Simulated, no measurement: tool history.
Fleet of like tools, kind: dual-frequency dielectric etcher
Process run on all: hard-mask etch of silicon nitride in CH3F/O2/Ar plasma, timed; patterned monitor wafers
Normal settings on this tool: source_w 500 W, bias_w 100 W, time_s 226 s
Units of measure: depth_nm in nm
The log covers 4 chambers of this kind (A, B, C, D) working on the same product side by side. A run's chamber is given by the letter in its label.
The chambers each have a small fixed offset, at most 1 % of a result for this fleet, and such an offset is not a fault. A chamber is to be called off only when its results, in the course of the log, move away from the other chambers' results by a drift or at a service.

| run | day | source_w | bias_w | time_s | read-back reference wafer on the same gauge, depth_nm | depth_nm |
|---|---|---|---|---|---|---|
| 1A | 0.188 | 500 | 100 | 226 | 228.07 | 192.57 |
| 2C | 0.358 | 500 | 100 | 226 | 227.91 | 191.76 |
| 3B | 0.646 | 500 | 100 | 226 | 227.94 | 193.36 |
| 4D | 0.946 | 500 | 100 | 226 | 228.2 | 194.66 |
| 5B | 1.112 | 410 | 115 | 226 | 228.18 | 190 |
| 6C | 1.325 | 410 | 115 | 226 | 227.92 | 187.94 |
| 7A | 1.588 | 410 | 115 | 226 | 227.91 | 188.77 |
| 8D | 1.742 | 410 | 115 | 226 | 227.96 | 190.91 |
| 9B | 2.008 | 500 | 100 | 226 | 228.19 | 194.6 |
| 10A | 2.292 | 500 | 100 | 226 | 227.89 | 192.7 |
| 11C | 2.525 | 500 | 88 | 226 | 227.87 | 182.83 |
| 12D | 2.8 | 500 | 88 | 226 | 228.13 | 186.14 |
| 13C | 2.988 | 500 | 88 | 226 | 227.89 | 183.33 |
| 14A | 3.175 | 500 | 88 | 226 | 228.07 | 184.75 |
| 15D | 3.438 | 500 | 100 | 226 | 228.14 | 195.28 |
| 16B | 3.604 | 500 | 100 | 226 | 228.01 | 194.05 |
| 17B | 3.9 | 410 | 100 | 277.5 | 228.13 | 219.51 |
| 18D | 4.033 | 410 | 100 | 277.5 | 228.04 | 220.95 |
|  | 4.092 | chamber B: wet clean of the chamber |
| 19C | 4.325 | 410 | 100 | 277.5 | 228.02 | 217.68 |
| 20A | 4.583 | 410 | 100 | 277.5 | 227.93 | 219.42 |
| 21B | 4.871 | 500 | 100 | 226 | 227.9 | 198.88 |
| 22C | 5.071 | 500 | 100 | 226 | 228.08 | 192.18 |
| 23D | 5.354 | 500 | 100 | 226 | 228.11 | 195.2 |
| 24A | 5.612 | 500 | 100 | 226 | 227.79 | 192.45 |
| 25D | 5.788 | 500 | 100 | 226 | 227.98 | 194.59 |
| 26A | 5.925 | 500 | 100 | 226 | 228.03 | 193.63 |
| 27C | 6.208 | 500 | 100 | 226 | 227.95 | 191.82 |
| 28B | 6.412 | 540 | 100 | 254.5 | 228.11 | 230.62 |

Next, all 4 chambers run the settings below, one line each with question marks for the results. What does each chamber give?
| 29A | 6.629 | 500 | 100 | 226 |  | ? |
| 29B | 6.629 | 500 | 100 | 226 |  | ? |
| 29C | 6.629 | 500 | 100 | 226 |  | ? |
| 29D | 6.629 | 500 | 100 | 226 |  | ? |

| run | depth_nm |
|---|---|
| 29A | 193.15 |
| 29B | 197.53 |
| 29C | 192.42 |
| 29D | 195.94 |
